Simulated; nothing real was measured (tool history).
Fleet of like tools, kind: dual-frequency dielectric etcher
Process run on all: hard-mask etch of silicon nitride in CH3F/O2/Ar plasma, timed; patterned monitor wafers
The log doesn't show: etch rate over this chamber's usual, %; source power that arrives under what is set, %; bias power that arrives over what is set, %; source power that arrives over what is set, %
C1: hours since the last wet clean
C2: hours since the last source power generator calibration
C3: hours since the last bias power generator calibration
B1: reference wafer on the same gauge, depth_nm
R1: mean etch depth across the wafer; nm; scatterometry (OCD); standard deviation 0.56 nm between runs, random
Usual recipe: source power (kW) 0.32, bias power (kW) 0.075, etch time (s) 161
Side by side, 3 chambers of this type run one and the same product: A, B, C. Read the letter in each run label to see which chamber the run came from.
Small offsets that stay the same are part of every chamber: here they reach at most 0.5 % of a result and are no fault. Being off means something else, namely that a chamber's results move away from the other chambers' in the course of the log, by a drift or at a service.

run 1C hour=7.3 | source_power_(kW)=0.32 bias_power_(kW)=0.075 etch_time_(s)=161 | C1=379.8 C2=2896.7 C3=1562.4 | B1=116.1 | R1=106.4
run 2B hour=13.5 | source_power_(kW)=0.32 bias_power_(kW)=0.075 etch_time_(s)=161 | C1=78.9 C2=1195.5 C3=4190.7 | B1=116.1 | R1=104.82
run 3A hour=23 | source_power_(kW)=0.32 bias_power_(kW)=0.075 etch_time_(s)=161 | C1=321.9 C2=593 C3=824.3 | B1=116.05 | R1=104.28
run 4A hour=30.6 | source_power_(kW)=0.32 bias_power_(kW)=0.075 etch_time_(s)=161 | C1=329.5 C2=600.6 C3=831.9 | B1=116.13 | R1=104.35
-- hour=31.5 chamber B: bias power generator calibrated
-- hour=40.1 chamber C: wet clean of the chamber
run 5B hour=42.7 | source_power_(kW)=0.32 bias_power_(kW)=0.075 etch_time_(s)=161 | C1=108.1 C2=1224.7 C3=11.2 | B1=115.97 | R1=104.26
run 6C hour=55.1 | source_power_(kW)=0.32 bias_power_(kW)=0.075 etch_time_(s)=161 | C1=15.1 C2=2944.5 C3=1610.2 | B1=115.92 | R1=105.59
run 7C hour=66.9 | source_power_(kW)=0.32 bias_power_(kW)=0.075 etch_time_(s)=161 | C1=26.9 C2=2956.3 C3=1622 | B1=115.9 | R1=105.54
run 8B hour=77.7 | source_power_(kW)=0.32 bias_power_(kW)=0.061 etch_time_(s)=131 | C1=143.1 C2=1259.7 C3=46.2 | B1=115.93 | R1=79.158
run 9A hour=86.8 | source_power_(kW)=0.32 bias_power_(kW)=0.061 etch_time_(s)=131 | C1=385.7 C2=656.8 C3=888.1 | B1=115.98 | R1=79.874
run 10B hour=98.7 | source_power_(kW)=0.32 bias_power_(kW)=0.061 etch_time_(s)=131 | C1=164.1 C2=1280.7 C3=67.2 | B1=115.97 | R1=78.806
run 11A hour=106.7 | source_power_(kW)=0.32 bias_power_(kW)=0.075 etch_time_(s)=161 | C1=405.6 C2=676.7 C3=908 | B1=116.06 | R1=104.29
run 12C hour=115.5 | source_power_(kW)=0.32 bias_power_(kW)=0.075 etch_time_(s)=161 | C1=75.5 C2=3004.9 C3=1670.6 | B1=115.96 | R1=105.19
run 13B hour=126.6 | source_power_(kW)=0.32 bias_power_(kW)=0.075 etch_time_(s)=161 | C1=192 C2=1308.6 C3=95.1 | B1=115.98 | R1=103.58
run 14A hour=135.3 | source_power_(kW)=0.32 bias_power_(kW)=0.075 etch_time_(s)=161 | C1=434.2 C2=705.3 C3=936.6 | B1=116.03 | R1=105.5
run 15C hour=143.1 | source_power_(kW)=0.32 bias_power_(kW)=0.075 etch_time_(s)=131.5 | C1=103.1 C2=3032.5 C3=1698.2 | B1=116.03 | R1=86.47
run 16B hour=153.9 | source_power_(kW)=0.32 bias_power_(kW)=0.075 etch_time_(s)=131.5 | C1=219.3 C2=1335.9 C3=122.4 | B1=116.05 | R1=85.749
-- hour=161.1 chamber A: wet clean of the chamber
run 17A hour=161.5 | source_power_(kW)=0.32 bias_power_(kW)=0.075 etch_time_(s)=131.5 | C1=0.5 C2=731.5 C3=962.8 | B1=115.95 | R1=89.092
run 18C hour=168.7 | source_power_(kW)=0.32 bias_power_(kW)=0.075 etch_time_(s)=161 | C1=128.7 C2=3058.1 C3=1723.8 | B1=116.03 | R1=105.86
run 19B hour=178.4 | source_power_(kW)=0.32 bias_power_(kW)=0.075 etch_time_(s)=161 | C1=243.8 C2=1360.4 C3=146.9 | B1=115.92 | R1=104.85
run 20C hour=187.5 | source_power_(kW)=0.32 bias_power_(kW)=0.075 etch_time_(s)=161 | C1=147.5 C2=3076.9 C3=1742.6 | B1=115.96 | R1=104.93
run 21A hour=193.2 | source_power_(kW)=0.32 bias_power_(kW)=0.075 etch_time_(s)=161 | C1=32.2 C2=763.2 C3=994.5 | B1=115.99 | R1=108.65
run 22C hour=200.7 | source_power_(kW)=0.32 bias_power_(kW)=0.075 etch_time_(s)=161 | C1=160.7 C2=3090.1 C3=1755.8 | B1=116 | R1=105.12
run 23B hour=211.6 | source_power_(kW)=0.32 bias_power_(kW)=0.075 etch_time_(s)=184 | C1=277 C2=1393.6 C3=180.1 | B1=115.92 | R1=120.31
run 24A hour=221.3 | source_power_(kW)=0.32 bias_power_(kW)=0.075 etch_time_(s)=184 | C1=60.3 C2=791.3 C3=1022.6 | B1=115.98 | R1=125.23
run 25A hour=228.5 | source_power_(kW)=0.32 bias_power_(kW)=0.075 etch_time_(s)=184 | C1=67.5 C2=798.5 C3=1029.8 | B1=115.97 | R1=124.76
run 26C hour=234.9 | source_power_(kW)=0.32 bias_power_(kW)=0.075 etch_time_(s)=178.5 | C1=194.9 C2=3124.3 C3=1790 | B1=116.01 | R1=116.95
run 27B hour=243.6 | source_power_(kW)=0.32 bias_power_(kW)=0.075 etch_time_(s)=178.5 | C1=309 C2=1425.6 C3=212.1 | B1=116.01 | R1=116
run 28C hour=253.7 | source_power_(kW)=0.32 bias_power_(kW)=0.075 etch_time_(s)=178.5 | C1=213.7 C2=3143.1 C3=1808.8 | B1=116.08 | R1=118.1
run 29B hour=259.1 | source_power_(kW)=0.32 bias_power_(kW)=0.06 etch_time_(s)=161 | C1=324.5 C2=1441.1 C3=227.6 | B1=116.03 | R1=97.44
run 30A hour=267.3 | source_power_(kW)=0.32 bias_power_(kW)=0.06 etch_time_(s)=161 | C1=106.3 C2=837.3 C3=1068.6 | B1=116.01 | R1=100.94
run 31B hour=277.5 | source_power_(kW)=0.32 bias_power_(kW)=0.06 etch_time_(s)=161 | C1=342.9 C2=1459.5 C3=246 | B1=116.14 | R1=96.621
run 32A hour=288.3 | source_power_(kW)=0.32 bias_power_(kW)=0.075 etch_time_(s)=161 | C1=127.3 C2=858.3 C3=1089.6 | B1=115.98 | R1=109.37
run 33C hour=297.2 | source_power_(kW)=0.32 bias_power_(kW)=0.075 etch_time_(s)=161 | C1=257.2 C2=3186.6 C3=1852.3 | B1=115.87 | R1=105.19
run 34C hour=307.4 | source_power_(kW)=0.32 bias_power_(kW)=0.075 etch_time_(s)=161 | C1=267.4 C2=3196.8 C3=1862.5 | B1=116.03 | R1=105.35
run 35B hour=317.5 | source_power_(kW)=0.32 bias_power_(kW)=0.075 etch_time_(s)=161 | C1=382.9 C2=1499.5 C3=286 | B1=116.04 | R1=104.39
run 36A hour=323.4 | source_power_(kW)=0.32 bias_power_(kW)=0.075 etch_time_(s)=161 | C1=162.4 C2=893.4 C3=1124.7 | B1=116.21 | R1=109.33
run 37A hour=331.1 | source_power_(kW)=0.32 bias_power_(kW)=0.075 etch_time_(s)=161 | C1=170.1 C2=901.1 C3=1132.4 | B1=115.99 | R1=108.76
run 38C hour=339.6 | source_power_(kW)=0.32 bias_power_(kW)=0.075 etch_time_(s)=161 | C1=299.6 C2=3229 C3=1894.7 | B1=116.22 | R1=105.81
run 39B hour=350.9 | source_power_(kW)=0.32 bias_power_(kW)=0.075 etch_time_(s)=161 | C1=416.3 C2=1532.9 C3=319.4 | B1=115.98 | R1=103.74
run 40A hour=357 | source_power_(kW)=0.29 bias_power_(kW)=0.082 etch_time_(s)=161 | C1=196 C2=927 C3=1158.3 | B1=115.93 | R1=108.74
run 41B hour=363.1 | source_power_(kW)=0.29 bias_power_(kW)=0.082 etch_time_(s)=161 | C1=428.5 C2=1545.1 C3=331.6 | B1=115.92 | R1=103.76
run 42C hour=369.6 | source_power_(kW)=0.29 bias_power_(kW)=0.082 etch_time_(s)=161 | C1=329.6 C2=3259 C3=1924.7 | B1=115.99 | R1=104.67
run 43C hour=376.8 | source_power_(kW)=0.32 bias_power_(kW)=0.075 etch_time_(s)=161 | C1=336.8 C2=3266.2 C3=1931.9 | B1=116.04 | R1=104.96

Decide between three cases: one chamber stands off from its peers, the gauge reading all wafers drifts, or nothing is wrong past each chamber's small offset. Where a chamber is off, say which and what most likely put it there.

After it was serviced, chamber A no longer matches the other chambers.
Cause: etch rate over this chamber's usual, % = 4.18.

Which of the 4 candidates below, each the usual settings with something changed and its results left as question marks, puts chamber A back in line with what the other chambers give on the usual settings?
Allowed miss from the other chambers' usual-settings mean, per result, to count as in line: R1 2 nm
run 44A-1 hour=385.7 | source_power_(kW)=0.33 bias_power_(kW)=0.075 etch_time_(s)=172 | R1=?
run 44A-2 hour=385.7 | source_power_(kW)=0.32 bias_power_(kW)=0.074 etch_time_(s)=156 | R1=?
run 44A-3 hour=385.7 | source_power_(kW)=0.32 bias_power_(kW)=0.075 etch_time_(s)=149 | R1=?
run 44A-4 hour=385.7 | source_power_(kW)=0.35 bias_power_(kW)=0.075 etch_time_(s)=161 | R1=?

The other chambers' mean on the usual settings: R1 105.24 nm
run=44A-1 R1=117.95
run=44A-2 R1=105.26
run=44A-3 R1=101.02
run=44A-4 R1=112.85
The answer is 44A-2, which returns the chamber to within the allowed miss of the others.
